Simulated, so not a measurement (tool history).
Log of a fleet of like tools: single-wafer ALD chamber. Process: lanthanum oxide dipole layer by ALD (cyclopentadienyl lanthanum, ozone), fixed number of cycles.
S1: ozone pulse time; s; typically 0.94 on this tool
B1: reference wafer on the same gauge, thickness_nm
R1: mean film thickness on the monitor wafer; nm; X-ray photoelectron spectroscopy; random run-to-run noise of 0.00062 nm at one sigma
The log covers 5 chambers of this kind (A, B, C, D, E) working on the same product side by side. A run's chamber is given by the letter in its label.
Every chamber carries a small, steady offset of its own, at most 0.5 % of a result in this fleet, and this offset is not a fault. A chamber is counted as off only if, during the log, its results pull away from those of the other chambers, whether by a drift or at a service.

run 1B day=0.358 | S1=0.94 | B1=0.48596 | R1=0.48741
run 2D day=0.638 | S1=0.94 | B1=0.48579 | R1=0.48787
run 3E day=1.021 | S1=0.94 | B1=0.48572 | R1=0.4914
run 4A day=1.275 | S1=0.94 | B1=0.48574 | R1=0.49078
run 5C day=1.479 | S1=0.94 | B1=0.48577 | R1=0.48731
run 6D day=1.75 | S1=0.94 | B1=0.48558 | R1=0.48854
run 7B day=2.108 | S1=0.94 | B1=0.48548 | R1=0.48758
run 8C day=2.483 | S1=0.94 | B1=0.4856 | R1=0.48626
run 9A day=2.829 | S1=0.94 | B1=0.48529 | R1=0.48947
run 10E day=3.138 | S1=0.57 | B1=0.48532 | R1=0.39721
run 11E day=3.462 | S1=0.57 | B1=0.4853 | R1=0.39666
run 12D day=3.671 | S1=0.57 | B1=0.48512 | R1=0.392
run 13A day=3.883 | S1=0.57 | B1=0.48527 | R1=0.38859
run 14B day=4.212 | S1=0.57 | B1=0.4852 | R1=0.39169
run 15C day=4.433 | S1=0.94 | B1=0.48499 | R1=0.48661
run 16E day=4.633 | S1=0.94 | B1=0.48481 | R1=0.49267
run 17B day=4.917 | S1=0.94 | B1=0.48503 | R1=0.48644
run 18D day=5.279 | S1=0.94 | B1=0.48475 | R1=0.48753
run 19A day=5.546 | S1=0.94 | B1=0.48483 | R1=0.48978
run 20C day=5.942 | S1=0.94 | B1=0.48454 | R1=0.48823
run 21E day=6.117 | S1=0.94 | B1=0.48473 | R1=0.49038
run 22C day=6.438 | S1=0.94 | B1=0.48455 | R1=0.48667
run 23D day=6.658 | S1=0.94 | B1=0.4846 | R1=0.4882
run 24A day=7.058 | S1=0.94 | B1=0.48433 | R1=0.48757
run 25B day=7.362 | S1=0.94 | B1=0.48439 | R1=0.48623
run 26C day=7.633 | S1=0.94 | B1=0.48435 | R1=0.4867
run 27B day=7.812 | S1=0.94 | B1=0.48416 | R1=0.48704
run 28E day=8.167 | S1=0.94 | B1=0.48435 | R1=0.48965
run 29D day=8.433 | S1=0.94 | B1=0.48423 | R1=0.48794
run 30A day=8.662 | S1=0.94 | B1=0.48404 | R1=0.48809
run 31A day=8.988 | S1=0.94 | B1=0.48421 | R1=0.48775
run 32C day=9.296 | S1=0.62 | B1=0.48396 | R1=0.40779
run 33D day=9.629 | S1=0.62 | B1=0.48388 | R1=0.40773
run 34B day=9.958 | S1=0.62 | B1=0.48391 | R1=0.40889
run 35E day=10.296 | S1=0.62 | B1=0.48373 | R1=0.41321
run 36D day=10.679 | S1=0.62 | B1=0.48369 | R1=0.40812
run 37B day=10.95 | S1=0.94 | B1=0.48367 | R1=0.48497
run 38A day=11.167 | S1=0.94 | B1=0.48354 | R1=0.48802

Does one chamber stand apart from the rest, does the shared gauge drift, or is all well apart from small per-chamber offsets? Give the chamber and the most likely cause, where there is one.

The gauge drifts, so all chambers seem to drift together. No chamber is off.
Cause: gauge reads low (%) = 0.52.
